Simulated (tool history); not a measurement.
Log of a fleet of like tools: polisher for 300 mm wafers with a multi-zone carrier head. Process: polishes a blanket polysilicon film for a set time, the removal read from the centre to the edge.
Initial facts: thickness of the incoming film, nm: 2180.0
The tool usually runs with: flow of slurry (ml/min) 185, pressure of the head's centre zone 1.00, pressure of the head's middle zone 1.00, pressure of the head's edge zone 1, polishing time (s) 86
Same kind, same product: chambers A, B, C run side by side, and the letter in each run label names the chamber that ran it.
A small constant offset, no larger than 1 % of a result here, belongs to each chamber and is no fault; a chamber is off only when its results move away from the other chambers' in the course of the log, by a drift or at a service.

run   hour  flow of slurry (ml/min)  pressure of the head's centre zone  pressure of the head's middle zone  pressure of the head's edge zone  polishing time (s)  film removed at the wafer's centre (angstrom)  film removed at mid-radius (angstrom)  film removed at the wafer's edge (angstrom)
 1B    9.7                      185                                1.00                                1.00                                 1                  86                                         6259.5                                 6243.4                                       6284.2
 2C   20.1                      185                                1.00                                1.00                                 1                  86                                         6298.1                                 6264.8                                       6320.7
 3A   29.0                      185                                1.00                                1.00                                 1                  86                                         6194.2                                 6241.6                                       6338.3
 4C   34.4                      185                                1.00                                1.00                                 1                  86                                         6225.0                                 6358.1                                       6319.5
 5A   44.6                      185                                1.00                                1.00                                 1                  86                                         6201.3                                 6242.4                                       6320.9
      51.1  -- chamber A: worn pad replaced by a new one
 6B   52.7                      185                                1.00                                1.00                                 1                  86                                         6236.3                                 6316.4                                       6216.9
      58.8  -- chamber C: worn pad replaced by a new one
 7B   60.0                      185                                1.00                                0.91                                 1                  86                                         6211.7                                 5727.7                                       6157.2
      62.4  -- chamber A: centre zone pressure recalibrated
 8A   65.6                      185                                1.00                                0.91                                 1                  86                                         6174.9                                 5669.1                                       6330.3
 9C   72.9                      185                                1.00                                0.91                                 1                  86                                         6294.6                                 5763.5                                       6128.0
10C   81.7                      185                                1.00                                1.00                                 1                  86                                         6267.3                                 6210.5                                       6247.3
      88.8  -- chamber B: worn pad replaced by a new one
11B   90.7                      185                                1.00                                1.00                                 1                  86                                         6318.1                                 6351.6                                       6294.7
12A  100.0                      185                                1.00                                1.00                                 1                  86                                         6261.9                                 6150.1                                       6118.4
13A  107.5                      185                                1.00                                1.00                                 1                  86                                         6276.9                                 6219.9                                       6372.7
     108.3  -- chamber A: edge zone pressure recalibrated
14C  114.9                      185                                1.00                                1.00                                 1                  86                                         6141.8                                 6181.1                                       6105.3
     120.4  -- chamber C: worn pad replaced by a new one
15B  125.8                      185                                1.00                                1.00                                 1                  86                                         6347.2                                 6270.8                                       6203.0
16A  136.8                      185                                1.00                                1.00                                 1                  86                                         6289.7                                 6223.8                                       6320.7
17C  144.4                      185                                1.00                                1.00                                 1                  86                                         6105.9                                 6136.5                                       6075.3
18B  153.5                      185                                1.00                                1.11                                 1                  86                                         6304.8                                 7003.2                                       6189.7
19C  158.5                      185                                1.00                                1.11                                 1                  86                                         6047.9                                 6653.9                                       6132.5
20A  168.5                      185                                1.00                                1.11                                 1                  86                                         6307.1                                 6819.6                                       6265.2
21B  173.8                      185                                1.04                                1.00                                 1                 100                                         7561.0                                 7296.7                                       7152.2
22B  179.8                      185                                1.04                                1.00                                 1                 100                                         7505.6                                 7227.6                                       7119.3
23A  190.8                      185                                1.04                                1.00                                 1                 100                                         7528.4                                 7245.3                                       7216.8
     195.4  -- chamber C: worn pad replaced by a new one
24C  196.2                      185                                1.00                                1.00                                 1                  86                                         5916.3                                 5987.7                                       6000.8
25A  204.8                      185                                1.00                                1.00                                 1                  86                                         6294.6                                 6283.3                                       6408.6

Does one chamber stand apart from the rest, does the shared gauge drift, or is all well apart from small per-chamber offsets? Give the chamber and the most likely cause, where there is one.

It is chamber C that slowly wanders off from its peers.
Cause: slurry flow missing at the pad, % = 31.6.

Chamber C could run next with any of the 4 candidate recipes listed below; each alters the usual settings, and their results appear as question marks. Which one brings its results back in line with what the other chambers deliver on the usual settings?
In-line tolerance around the mean of the other chambers on the usual settings: film removed at the wafer's centre (angstrom) 210.0; film removed at mid-radius (angstrom) 180.0; film removed at the wafer's edge (angstrom) 300.0
26C-1  212.8                      180                                0.98                                0.99                              1.01                  82                                              ?                                      ?                                            ?
26C-2  212.8                      175                                0.97                                0.98                              1.02                  79                                              ?                                      ?                                            ?
26C-3  212.8                      190                                1.02                                1.01                              0.99                  90                                              ?                                      ?                                            ?
26C-4  212.8                      195                                1.03                                1.02                              0.98                  93                                              ?                                      ?                                            ?

The mean the other chambers reach with the usual settings: film removed at the wafer's centre (angstrom) 6258.7; film removed at mid-radius (angstrom) 6224.9; film removed at the wafer's edge (angstrom) 6251.3
  run  film removed at the wafer's centre (angstrom)  film removed at mid-radius (angstrom)  film removed at the wafer's edge (angstrom)
26C-1                                         5380.3                                 5486.9                                       5675.2
26C-2                                         5087.3                                 5204.2                                       5472.5
26C-3                                         6255.7                                 6204.8                                       6213.2
26C-4                                         6575.2                                 6504.9                                       6410.0
The answer is 26C-3, which returns the chamber to within the allowed miss of the others.

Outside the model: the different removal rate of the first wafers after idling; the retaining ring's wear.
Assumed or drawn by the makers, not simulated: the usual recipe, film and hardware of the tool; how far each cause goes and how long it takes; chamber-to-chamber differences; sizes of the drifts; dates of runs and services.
